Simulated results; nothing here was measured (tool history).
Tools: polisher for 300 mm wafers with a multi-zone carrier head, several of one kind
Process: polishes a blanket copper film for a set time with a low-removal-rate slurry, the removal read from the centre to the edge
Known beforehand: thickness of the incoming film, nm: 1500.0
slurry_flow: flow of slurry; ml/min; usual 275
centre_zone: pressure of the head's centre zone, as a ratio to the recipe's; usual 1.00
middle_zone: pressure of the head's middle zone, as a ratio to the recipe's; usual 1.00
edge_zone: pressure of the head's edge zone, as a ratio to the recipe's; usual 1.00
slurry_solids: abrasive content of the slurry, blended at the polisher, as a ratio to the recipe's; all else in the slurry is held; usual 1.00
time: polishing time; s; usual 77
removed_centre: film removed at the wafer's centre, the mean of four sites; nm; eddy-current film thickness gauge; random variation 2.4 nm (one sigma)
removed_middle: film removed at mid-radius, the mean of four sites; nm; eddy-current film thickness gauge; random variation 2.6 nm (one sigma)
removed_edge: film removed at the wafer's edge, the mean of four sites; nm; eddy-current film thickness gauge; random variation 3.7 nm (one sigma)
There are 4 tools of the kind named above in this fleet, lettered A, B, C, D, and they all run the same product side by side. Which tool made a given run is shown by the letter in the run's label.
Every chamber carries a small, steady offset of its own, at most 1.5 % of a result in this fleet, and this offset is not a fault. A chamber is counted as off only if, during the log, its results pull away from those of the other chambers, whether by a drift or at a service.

run,hour,slurry_flow,centre_zone,middle_zone,edge_zone,slurry_solids,time,removed_centre,removed_middle,removed_edge
1D,5.5,275,1.00,1.00,1.00,1.00,77,250.73,244.04,245.83
2C,9.1,275,1.00,1.00,1.00,1.00,77,250.65,252.82,253.99
3A,14.5,275,1.00,1.00,1.00,1.00,77,254.09,249.93,245.67
4B,20.4,275,1.00,1.00,1.00,1.00,77,249.83,248.08,249.06
5B,26.3,275,1.00,1.00,1.07,1.00,68,224.13,218.80,231.06
6D,30.1,275,1.00,1.00,1.07,1.00,68,217.25,218.92,227.00
7C,34.1,275,1.00,1.00,1.07,1.00,68,222.12,221.96,229.44
8A,37.1,275,1.00,1.00,1.07,1.00,68,220.21,222.71,229.13
9B,42.5,200,1.00,1.00,1.00,0.85,77,232.61,233.13,243.63
# hour 43.2: chamber D: centre zone pressure recalibrated
10C,46.5,200,1.00,1.00,1.00,0.85,77,234.28,234.93,235.74
11A,50.6,200,1.00,1.00,1.00,0.85,77,234.12,230.74,229.36
12D,53.2,200,1.00,1.00,1.00,0.85,77,249.14,229.56,233.70
13A,58.0,275,1.06,1.00,1.00,1.00,77,261.68,250.74,244.22
14D,63.7,275,1.06,1.00,1.00,1.00,77,298.50,249.03,247.33
# hour 64.9: chamber D: edge zone pressure recalibrated
15B,69.3,275,1.06,1.00,1.00,1.00,77,269.60,249.74,253.23
# hour 72.8: chamber A: edge zone pressure recalibrated
16C,73.6,275,1.06,1.00,1.00,1.00,77,272.69,254.05,251.66
17C,76.3,275,1.00,1.00,1.00,1.00,77,249.17,250.75,246.91
# hour 80.5: chamber B: worn pad replaced by a new one
18A,80.8,275,1.00,1.04,1.00,1.15,77,253.03,268.07,252.84
19D,85.3,275,1.00,1.04,1.00,1.15,77,282.36,268.35,251.52
20B,89.1,275,1.00,1.04,1.00,1.15,77,259.17,263.18,261.70
21C,92.8,275,1.00,1.04,1.00,1.15,77,255.07,269.65,247.15
22D,96.1,275,1.00,1.00,1.00,1.00,77,268.06,252.50,248.00
23B,99.3,275,1.00,1.00,1.00,1.00,77,247.17,250.19,251.92
24A,102.5,275,1.00,1.00,1.00,1.00,77,244.92,246.14,250.59
25B,106.4,275,1.00,1.00,1.00,1.00,77,255.07,248.71,254.30

Which is it: a chamber that has drifted or been left off by a service, a gauge drift common to all chambers, or only each chamber's usual small offset? If a chamber is off, name it and its likeliest cause.

A service on chamber D put it out of line with the rest.
Cause: centre zone's pressure above its setpoint, % = 8.91.

Chamber D could run next with any of the 4 candidate recipes listed below; each alters the usual settings, and their results appear as question marks. Which one brings its results back in line with what the other chambers deliver on the usual settings?
Counts as in line when no further than this from what the other chambers average on the usual settings: removed_centre 8.60 nm; removed_middle 9.00 nm; removed_edge 13.00 nm
26D-1,110.8,265,0.87,1.04,1.04,1.00,75,?,?,?
26D-2,110.8,285,1.13,0.96,0.96,1.00,79,?,?,?
26D-3,110.8,270,0.93,1.02,1.02,1.00,76,?,?,?
26D-4,110.8,280,1.07,0.98,0.98,1.00,78,?,?,?

Usual-settings mean across the other chambers: removed_centre 249.76 nm; removed_middle 250.26 nm; removed_edge 248.92 nm
run,removed_centre,removed_middle,removed_edge
26D-1,229.42,252.43,246.80
26D-2,324.11,248.68,250.88
26D-3,250.74,251.71,247.94
26D-4,301.10,249.82,249.98
26D-3 puts the chamber back in line with the other chambers.
